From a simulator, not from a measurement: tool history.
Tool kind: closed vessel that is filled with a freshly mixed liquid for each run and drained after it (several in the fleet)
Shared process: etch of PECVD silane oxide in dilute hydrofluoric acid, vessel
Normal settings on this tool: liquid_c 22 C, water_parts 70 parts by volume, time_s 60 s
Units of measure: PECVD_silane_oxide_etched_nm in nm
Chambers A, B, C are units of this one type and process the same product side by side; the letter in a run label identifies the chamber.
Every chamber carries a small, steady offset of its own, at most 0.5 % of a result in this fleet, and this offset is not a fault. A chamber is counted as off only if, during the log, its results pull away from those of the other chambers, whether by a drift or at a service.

run	hour	liquid_c	water_parts	time_s	read-back film thickness of the PECVD silane oxide reference wafer, read on the same gauge (nm)	PECVD_silane_oxide_etched_nm
1A	5.1	22	70	60	50.008	40.855
2B	8.7	22	70	60	49.989	41.064
3C	12.8	22	70	60	49.994	41.043
4B	17	22	70	60	49.99	41.189
5C	22.2	22	70	60	49.986	41.208
6A	26.8	22	70	60	49.982	40.731
7C	31.5	22	70	60	49.989	41.125
8B	37.8	22	70	60	49.995	41.316
9A	45.5	22	70	60	50.005	41.027
10C	50.1	22	70	60	49.998	40.878
11A	54.3	22	70	60	49.991	40.843
12B	58.9	22	70	60	49.994	40.631
13A	66.2	22	70	60	50.012	40.69
14B	69.9	22	70	60	49.992	41.148
15C	74.2	26	85	60	50.013	39.283
16A	80.4	26	85	60	50.006	38.941
17B	85.1	26	85	60	50.003	38.992
18C	89.1	22	70	60	50.017	40.938
19B	94.7	22	70	60	49.999	41.279
20C	102.1	22	70	60	49.996	41.158
21A	105.9	22	70	60	49.999	41.592
22B	111.5	22	70	60	50.023	40.538
23A	116.8	22	70	60	50.009	41.223
24C	124.2	22	70	60	50.003	41.328
25A	130	22	70	60	49.989	42.087
26C	137.4	22	70	60	50.016	40.996
27B	143.6	22	70	60	50.01	40.824
28C	147.1	22	70	60	49.986	41.109
29B	152.6	22	70	60	49.997	41.075
30A	159.9	22	70	60	50.002	42.217
31C	166.1	22	70	60	49.999	40.885
32B	171.6	22	70	60	50.008	41.12
33A	177.2	22	70	60	50.001	42.088
34B	184	22	70	60	50.016	41.216
35A	191.1	22	70	60	49.983	42.569
36C	195.6	22	70	60	49.987	40.967
37C	203	22	70	60	49.994	41.424

Next, every chamber runs the same settings. What will each give?
38A	208.7	25.5	70	60		?
38B	208.7	25.5	70	60		?
38C	208.7	25.5	70	60		?

run	PECVD_silane_oxide_etched_nm
38A	49.151
38B	47.372
38C	47.644

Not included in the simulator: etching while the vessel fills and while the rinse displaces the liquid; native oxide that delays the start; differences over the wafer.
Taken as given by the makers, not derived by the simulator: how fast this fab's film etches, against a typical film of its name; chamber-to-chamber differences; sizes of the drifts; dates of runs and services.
